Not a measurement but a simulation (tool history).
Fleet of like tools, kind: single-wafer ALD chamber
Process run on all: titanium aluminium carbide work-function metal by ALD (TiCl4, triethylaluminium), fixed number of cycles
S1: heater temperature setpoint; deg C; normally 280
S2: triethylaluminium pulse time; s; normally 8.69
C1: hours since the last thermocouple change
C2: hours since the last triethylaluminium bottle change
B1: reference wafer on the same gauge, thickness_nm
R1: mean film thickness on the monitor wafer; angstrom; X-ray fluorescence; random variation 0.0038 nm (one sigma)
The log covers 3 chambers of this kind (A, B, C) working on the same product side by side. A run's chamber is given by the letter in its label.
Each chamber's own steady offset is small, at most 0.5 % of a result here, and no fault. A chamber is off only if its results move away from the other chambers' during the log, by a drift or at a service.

Run 1C, hour 10.8: usual settings; C1 576.8; C2 298.2; B1 1.4906. Result: R1 17.918 angstrom.
Run 2B, hour 18.9: usual settings; C1 1533.3; C2 427.7; B1 1.4898. Result: R1 17.987 angstrom.
Run 3A, hour 28: usual settings; C1 2105.3; C2 631.9; B1 1.4904. Result: R1 17.998 angstrom.
Run 4B, hour 36: usual settings; C1 1550.4; C2 444.8; B1 1.4898. Result: R1 17.987 angstrom.
Run 5A, hour 46.3: usual settings; C1 2123.6; C2 650.2; B1 1.4905. Result: R1 18.001 angstrom.
Run 6C, hour 56.6: usual settings; C1 622.6; C2 344; B1 1.4898. Result: R1 17.909 angstrom.
Run 7A, hour 67.1: usual settings; C1 2144.4; C2 671; B1 1.4899. Result: R1 18.038 angstrom.
Run 8C, hour 73.6: usual settings; C1 639.6; C2 361; B1 1.4902. Result: R1 17.926 angstrom.
Run 9B, hour 84.6: usual settings but S2 6.97 s; C1 1599; C2 493.4; B1 1.49. Result: R1 17.205 angstrom.
Run 10A, hour 90: usual settings but S2 6.97 s; C1 2167.3; C2 693.9; B1 1.4901. Result: R1 17.178 angstrom.
Run 11B, hour 95: usual settings but S2 6.97 s; C1 1609.4; C2 503.8; B1 1.4899. Result: R1 17.161 angstrom.
Run 12C, hour 104.9: usual settings but S1 293 deg C, S2 10.43 s; C1 670.9; C2 392.3; B1 1.4904. Result: R1 19.52 angstrom.
Run 13B, hour 114.5: usual settings but S1 293 deg C, S2 10.43 s; C1 1628.9; C2 523.3; B1 1.4897. Result: R1 19.521 angstrom.
Run 14A, hour 119.5: usual settings but S1 293 deg C, S2 10.43 s; C1 2196.8; C2 723.4; B1 1.4898. Result: R1 19.387 angstrom.
Run 15C, hour 128.7: usual settings; C1 694.7; C2 416.1; B1 1.4913. Result: R1 17.978 angstrom.
Run 16B, hour 138.6: usual settings; C1 1653; C2 547.4; B1 1.4894. Result: R1 17.942 angstrom.
Run 17A, hour 144.7: usual settings; C1 2222; C2 748.6; B1 1.4906. Result: R1 17.755 angstrom.
Run 18C, hour 153.7: usual settings; C1 719.7; C2 441.1; B1 1.4892. Result: R1 17.871 angstrom.
Run 19A, hour 161.7: usual settings; C1 2239; C2 765.6; B1 1.4896. Result: R1 17.716 angstrom.
Run 20B, hour 167.7: usual settings; C1 1682.1; C2 576.5; B1 1.4892. Result: R1 17.969 angstrom.
Run 21C, hour 173.4: usual settings; C1 739.4; C2 460.8; B1 1.49. Result: R1 17.928 angstrom.
Run 22C, hour 180: usual settings; C1 746; C2 467.4; B1 1.4905. Result: R1 17.913 angstrom.
Run 23A, hour 190.6: usual settings; C1 2267.9; C2 794.5; B1 1.4902. Result: R1 17.593 angstrom.
Run 24B, hour 200.3: usual settings; C1 1714.7; C2 609.1; B1 1.4895. Result: R1 17.92 angstrom.

Predict what each chamber gives when all 3 of them run the settings below next.
Run 25A, hour 208.1: usual settings but S2 10.63 s. Result: R1 ?.
Run 25B, hour 208.1: usual settings but S2 10.63 s. Result: R1 ?.
Run 25C, hour 208.1: usual settings but S2 10.63 s. Result: R1 ?.

run      R1
25A  18.197
25B  18.485
25C  18.423

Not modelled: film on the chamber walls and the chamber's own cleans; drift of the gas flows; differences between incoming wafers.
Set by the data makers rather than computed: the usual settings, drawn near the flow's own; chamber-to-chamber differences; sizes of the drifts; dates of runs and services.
